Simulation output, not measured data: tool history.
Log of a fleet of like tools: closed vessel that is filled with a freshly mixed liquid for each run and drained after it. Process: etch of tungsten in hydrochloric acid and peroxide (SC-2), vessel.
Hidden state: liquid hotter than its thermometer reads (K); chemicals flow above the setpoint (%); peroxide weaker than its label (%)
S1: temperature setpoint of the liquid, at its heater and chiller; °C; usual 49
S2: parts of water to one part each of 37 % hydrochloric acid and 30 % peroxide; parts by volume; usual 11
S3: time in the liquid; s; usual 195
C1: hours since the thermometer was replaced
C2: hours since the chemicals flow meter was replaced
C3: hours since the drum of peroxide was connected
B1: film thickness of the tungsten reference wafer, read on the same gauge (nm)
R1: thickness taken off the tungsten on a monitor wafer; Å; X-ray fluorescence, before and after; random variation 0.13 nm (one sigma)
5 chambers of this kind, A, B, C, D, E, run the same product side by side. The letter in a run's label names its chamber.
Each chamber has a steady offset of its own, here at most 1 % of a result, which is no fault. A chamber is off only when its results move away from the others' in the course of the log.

run 1C hour=8.7 | S1=49 S2=11 S3=195 | C1=257.4 C2=665 C3=637.7 | B1=150 | R1=189.57
-- hour=18.5 chamber B: chemicals flow meter replaced
run 2D hour=18.8 | S1=49 S2=11 S3=195 | C1=1586.8 C2=671.4 C3=589.6 | B1=149.99 | R1=189.95
run 3E hour=28 | S1=49 S2=11 S3=195 | C1=515.1 C2=179.3 C3=1002 | B1=150 | R1=190.03
run 4B hour=37.9 | S1=49 S2=11 S3=195 | C1=530.6 C2=19.4 C3=521.5 | B1=149.97 | R1=188.86
run 5A hour=43.9 | S1=49 S2=11 S3=195 | C1=615.5 C2=175.4 C3=309.5 | B1=150.01 | R1=191.91
run 6C hour=50.5 | S1=49 S2=11 S3=195 | C1=299.2 C2=706.8 C3=679.5 | B1=150.01 | R1=188.23
run 7E hour=59.3 | S1=49 S2=11 S3=195 | C1=546.4 C2=210.6 C3=1033.3 | B1=149.99 | R1=189.35
run 8D hour=71.2 | S1=49 S2=11 S3=195 | C1=1639.2 C2=723.8 C3=642 | B1=149.98 | R1=190.13
run 9B hour=77.4 | S1=53.5 S2=11 S3=110 | C1=570.1 C2=58.9 C3=561 | B1=150.03 | R1=143.96
run 10A hour=88.7 | S1=53.5 S2=11 S3=110 | C1=660.3 C2=220.2 C3=354.3 | B1=150 | R1=144.97
run 11C hour=99.3 | S1=53.5 S2=11 S3=110 | C1=348 C2=755.6 C3=728.3 | B1=150.01 | R1=144.57
run 12E hour=107.1 | S1=53.5 S2=11 S3=110 | C1=594.2 C2=258.4 C3=1081.1 | B1=149.99 | R1=143.92
run 13D hour=115.3 | S1=53.5 S2=11 S3=110 | C1=1683.3 C2=767.9 C3=686.1 | B1=149.99 | R1=146.43
run 14B hour=125.8 | S1=49 S2=9.5 S3=195 | C1=618.5 C2=107.3 C3=609.4 | B1=149.98 | R1=216.58
run 15A hour=133.8 | S1=49 S2=9.5 S3=195 | C1=705.4 C2=265.3 C3=399.4 | B1=150.01 | R1=212.96
run 16B hour=142.2 | S1=49 S2=9.5 S3=195 | C1=634.9 C2=123.7 C3=625.8 | B1=149.99 | R1=215
run 17D hour=152.3 | S1=49 S2=9.5 S3=195 | C1=1720.3 C2=804.9 C3=723.1 | B1=150.02 | R1=213.44
run 18E hour=162.6 | S1=49 S2=9.5 S3=195 | C1=649.7 C2=313.9 C3=1136.6 | B1=149.99 | R1=214.09
run 19A hour=172.5 | S1=54 S2=11 S3=250 | C1=744.1 C2=304 C3=438.1 | B1=149.99 | R1=340.57
run 20C hour=181.2 | S1=54 S2=11 S3=250 | C1=429.9 C2=837.5 C3=810.2 | B1=149.99 | R1=338.86
run 21D hour=188 | S1=54 S2=11 S3=250 | C1=1756 C2=840.6 C3=758.8 | B1=149.99 | R1=339.12
run 22C hour=201.2 | S1=54 S2=11 S3=250 | C1=449.9 C2=857.5 C3=830.2 | B1=150.01 | R1=337.78
run 23B hour=206.9 | S1=54 S2=11 S3=250 | C1=699.6 C2=188.4 C3=690.5 | B1=149.99 | R1=336.34
run 24A hour=213.7 | S1=49 S2=11 S3=195 | C1=785.3 C2=345.2 C3=479.3 | B1=150.02 | R1=191.56
run 25E hour=222.3 | S1=49 S2=11 S3=195 | C1=709.4 C2=373.6 C3=1196.3 | B1=150.01 | R1=191.23
run 26A hour=228.4 | S1=49 S2=11 S3=195 | C1=800 C2=359.9 C3=494 | B1=150 | R1=189
run 27E hour=234.4 | S1=49 S2=11 S3=195 | C1=721.5 C2=385.7 C3=1208.4 | B1=149.99 | R1=190.55
run 28C hour=243.3 | S1=49 S2=11 S3=195 | C1=492 C2=899.6 C3=872.3 | B1=150.01 | R1=191.73
run 29B hour=254.8 | S1=49 S2=11 S3=195 | C1=747.5 C2=236.3 C3=738.4 | B1=150 | R1=188.77
-- hour=258 chamber E: new drum of peroxide connected
run 30D hour=266.7 | S1=49 S2=11 S3=195 | C1=1834.7 C2=919.3 C3=837.5 | B1=150.01 | R1=188.6
run 31A hour=277 | S1=49 S2=11 S3=195 | C1=848.6 C2=408.5 C3=542.6 | B1=150.01 | R1=187.91
run 32B hour=284.8 | S1=49 S2=11 S3=195 | C1=777.5 C2=266.3 C3=768.4 | B1=149.99 | R1=190.68
run 33D hour=298 | S1=49 S2=11 S3=195 | C1=1866 C2=950.6 C3=868.8 | B1=149.99 | R1=188.68
run 34C hour=305.5 | S1=49 S2=11 S3=195 | C1=554.2 C2=961.8 C3=934.5 | B1=150.01 | R1=195.84
run 35E hour=315 | S1=49 S2=11 S3=195 | C1=802.1 C2=466.3 C3=57 | B1=150.01 | R1=190.19
run 36E hour=322.2 | S1=49 S2=11 S3=195 | C1=809.3 C2=473.5 C3=64.2 | B1=149.99 | R1=186.79
run 37C hour=335.4 | S1=49 S2=11 S3=195 | C1=584.1 C2=991.7 C3=964.4 | B1=150.01 | R1=195.71
run 38B hour=341.4 | S1=49 S2=11 S3=195 | C1=834.1 C2=322.9 C3=825 | B1=150.01 | R1=188.72
run 39A hour=348.8 | S1=49 S2=11 S3=195 | C1=920.4 C2=480.3 C3=614.4 | B1=149.98 | R1=188.53
run 40D hour=354.5 | S1=49 S2=11 S3=195 | C1=1922.5 C2=1007.1 C3=925.3 | B1=150 | R1=187.69
run 41C hour=361 | S1=49 S2=11 S3=195 | C1=609.7 C2=1017.3 C3=990 | B1=149.98 | R1=194.15
-- hour=372.1 chamber D: new drum of peroxide connected
run 42B hour=372.5 | S1=49 S2=11 S3=195 | C1=865.2 C2=354 C3=856.1 | B1=150.01 | R1=189.32
run 43D hour=381.3 | S1=49 S2=11 S3=195 | C1=1949.3 C2=1033.9 C3=9.3 | B1=150.02 | R1=189.63

What goes on in this fleet: one chamber off, a drifting gauge, or nothing beyond the chambers' own small offsets? Name the chamber and the cause, if any.

Chamber C drifts away from the others.
Cause: chemicals flow above the setpoint (%) = 5.67.
The log may not tell that from: liquid hotter than its thermometer reads (K).

Here are 4 candidates for chamber C's next run, each the usual settings with a change, their results left as question marks. Which one brings its results back in line with what the others give on the usual settings?
In line means no further than this from the other chambers' mean on the usual settings: R1 4.5 Å
run 44C-1 hour=390.8 | S1=49 S2=10.5 S3=205 | R1=?
run 44C-2 hour=390.8 | S1=49.5 S2=11 S3=195 | R1=?
run 44C-3 hour=390.8 | S1=48.5 S2=11 S3=195 | R1=?
run 44C-4 hour=390.8 | S1=49 S2=11.5 S3=185 | R1=?

The other chambers' mean on the usual settings: R1 189.79 Å
run=44C-1 R1=216.16
run=44C-2 R1=204.49
run=44C-3 R1=191.23
run=44C-4 R1=180.71
44C-3 brings the chamber back in line.

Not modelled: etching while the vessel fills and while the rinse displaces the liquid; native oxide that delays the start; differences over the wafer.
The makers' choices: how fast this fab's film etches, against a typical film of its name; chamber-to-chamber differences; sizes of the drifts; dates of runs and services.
